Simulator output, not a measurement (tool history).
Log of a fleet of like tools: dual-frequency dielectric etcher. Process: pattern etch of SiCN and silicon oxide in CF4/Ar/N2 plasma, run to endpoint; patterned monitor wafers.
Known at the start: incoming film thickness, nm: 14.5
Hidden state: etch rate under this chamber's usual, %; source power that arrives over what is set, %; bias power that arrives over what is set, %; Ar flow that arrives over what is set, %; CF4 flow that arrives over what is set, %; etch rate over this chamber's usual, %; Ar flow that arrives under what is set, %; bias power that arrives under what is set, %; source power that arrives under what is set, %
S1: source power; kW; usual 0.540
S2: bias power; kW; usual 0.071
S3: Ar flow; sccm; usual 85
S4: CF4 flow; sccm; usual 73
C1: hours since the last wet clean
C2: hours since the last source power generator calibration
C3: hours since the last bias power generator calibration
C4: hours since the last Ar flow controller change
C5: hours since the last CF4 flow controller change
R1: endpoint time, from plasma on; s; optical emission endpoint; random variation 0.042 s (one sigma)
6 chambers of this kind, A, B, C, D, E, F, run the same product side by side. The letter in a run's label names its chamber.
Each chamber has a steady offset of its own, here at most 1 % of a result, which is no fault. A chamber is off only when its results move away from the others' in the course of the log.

run,hour,S1,S2,S3,S4,C1,C2,C3,C4,C5,R1
1A,12.5,0.540,0.071,85,73,564.8,572.1,711.5,279.9,761.3,13.830
2D,25.0,0.540,0.071,85,73,225.3,1368.0,2717.0,2365.3,1475.7,13.998
# hour 27.2: chamber A: wet clean of the chamber
3C,34.0,0.540,0.071,85,73,315.5,1194.0,2005.9,3072.4,4143.1,14.023
4F,41.8,0.540,0.071,85,73,333.9,1628.5,1657.0,580.0,302.7,13.929
5E,48.8,0.540,0.071,85,73,206.6,3023.8,1118.1,235.7,486.4,13.913
6B,59.5,0.540,0.071,85,73,256.9,1654.4,1570.1,1706.2,2833.3,13.786
7A,69.1,0.540,0.071,85,73,42.0,628.7,768.1,336.5,817.9,13.887
8D,79.3,0.540,0.071,85,73,279.6,1422.3,2771.3,2419.6,1530.0,14.118
9E,87.0,0.540,0.071,85,73,244.8,3062.0,1156.3,273.9,524.6,13.943
10B,95.7,0.540,0.071,85,73,293.1,1690.6,1606.3,1742.4,2869.5,13.944
11F,102.7,0.540,0.071,85,73,394.8,1689.4,1717.9,640.9,363.6,13.844
# hour 103.8: chamber C: bias power generator calibrated
# hour 113.2: chamber E: source power generator calibrated
12C,113.5,0.540,0.071,85,73,395.0,1273.5,9.7,3151.9,4222.6,13.844
13E,121.8,0.540,0.071,85,73,279.6,8.6,1191.1,308.7,559.4,13.837
# hour 127.9: chamber D: source power generator calibrated
14D,134.7,0.540,0.071,85,73,335.0,6.9,2826.7,2475.0,1585.4,14.087
15C,142.1,0.540,0.071,85,73,423.6,1302.1,38.3,3180.5,4251.2,13.947
16A,151.5,0.540,0.071,85,73,124.4,711.1,850.5,418.9,900.3,13.857
# hour 154.2: chamber F: wet clean of the chamber
17F,160.3,0.540,0.071,85,73,6.1,1747.0,1775.5,698.5,421.2,13.957
18B,169.9,0.540,0.071,85,73,367.3,1764.8,1680.5,1816.6,2943.7,13.965
19E,183.9,0.540,0.071,85,73,341.7,70.7,1253.2,370.8,621.5,13.835
20C,190.3,0.540,0.071,85,73,471.8,1350.3,86.5,3228.7,4299.4,13.933
# hour 197.6: chamber C: wet clean of the chamber
21B,204.2,0.540,0.071,85,73,401.6,1799.1,1714.8,1850.9,2978.0,13.904
22A,216.9,0.540,0.071,85,73,189.8,776.5,915.9,484.3,965.7,13.923
# hour 220.0: chamber D: wet clean of the chamber
23D,223.6,0.540,0.071,85,73,3.6,95.8,2915.6,2563.9,1674.3,14.038
24F,232.5,0.540,0.079,70,73,78.3,1819.2,1847.7,770.7,493.4,13.119
25A,239.9,0.540,0.079,70,73,212.8,799.5,938.9,507.3,988.7,13.029
# hour 245.7: chamber B: wet clean of the chamber
26C,251.1,0.540,0.079,70,73,53.5,1411.1,147.3,3289.5,4360.2,13.585
27E,263.0,0.540,0.079,70,73,420.8,149.8,1332.3,449.9,700.6,12.982
28F,274.4,0.540,0.079,70,73,120.2,1861.1,1889.6,812.6,535.3,13.106
29D,282.6,0.540,0.079,70,73,62.6,154.8,2974.6,2622.9,1733.3,13.262
# hour 288.0: chamber C: Ar flow controller replaced
30B,291.2,0.540,0.071,85,73,45.5,1886.1,1801.8,1937.9,3065.0,13.875
31B,304.5,0.540,0.071,85,73,58.8,1899.4,1815.1,1951.2,3078.3,13.890
32A,311.5,0.540,0.071,85,73,284.4,871.1,1010.5,578.9,1060.3,13.986
# hour 315.1: chamber B: bias power generator calibrated
33E,317.6,0.540,0.071,85,73,475.4,204.4,1386.9,504.5,755.2,13.864
34D,324.4,0.540,0.071,85,73,104.4,196.6,3016.4,2664.7,1775.1,14.033
35C,331.6,0.540,0.071,85,73,134.0,1491.6,227.8,43.7,4440.7,14.447
# hour 342.0: chamber E: wet clean of the chamber
36F,342.2,0.540,0.071,85,73,188.0,1928.9,1957.4,880.4,603.1,13.846
37C,353.7,0.660,0.071,101,73,156.1,1513.7,249.9,65.8,4462.8,12.438
38A,361.3,0.660,0.071,101,73,334.2,920.9,1060.3,628.7,1110.1,11.886
39D,374.8,0.660,0.071,101,73,154.8,247.0,3066.8,2715.1,1825.5,12.023
40F,387.7,0.660,0.071,101,73,233.5,1974.4,2002.9,925.9,648.6,11.950
41E,399.2,0.660,0.071,101,73,57.2,286.0,1468.5,586.1,836.8,11.849
42B,411.8,0.660,0.071,101,73,166.1,2006.7,96.8,2058.5,3185.6,11.971
43C,419.3,0.540,0.071,85,73,221.7,1579.3,315.5,131.4,4528.4,14.429
44B,426.2,0.540,0.071,85,73,180.5,2021.1,111.2,2072.9,3200.0,13.902

Next, every chamber runs the same settings. What will each give?
45A,436.2,0.540,0.071,85,73,,,,,,?
45B,436.2,0.540,0.071,85,73,,,,,,?
45C,436.2,0.540,0.071,85,73,,,,,,?
45D,436.2,0.540,0.071,85,73,,,,,,?
45E,436.2,0.540,0.071,85,73,,,,,,?
45F,436.2,0.540,0.071,85,73,,,,,,?

run,R1
45A,13.937
45B,13.982
45C,14.440
45D,14.041
45E,13.870
45F,13.859
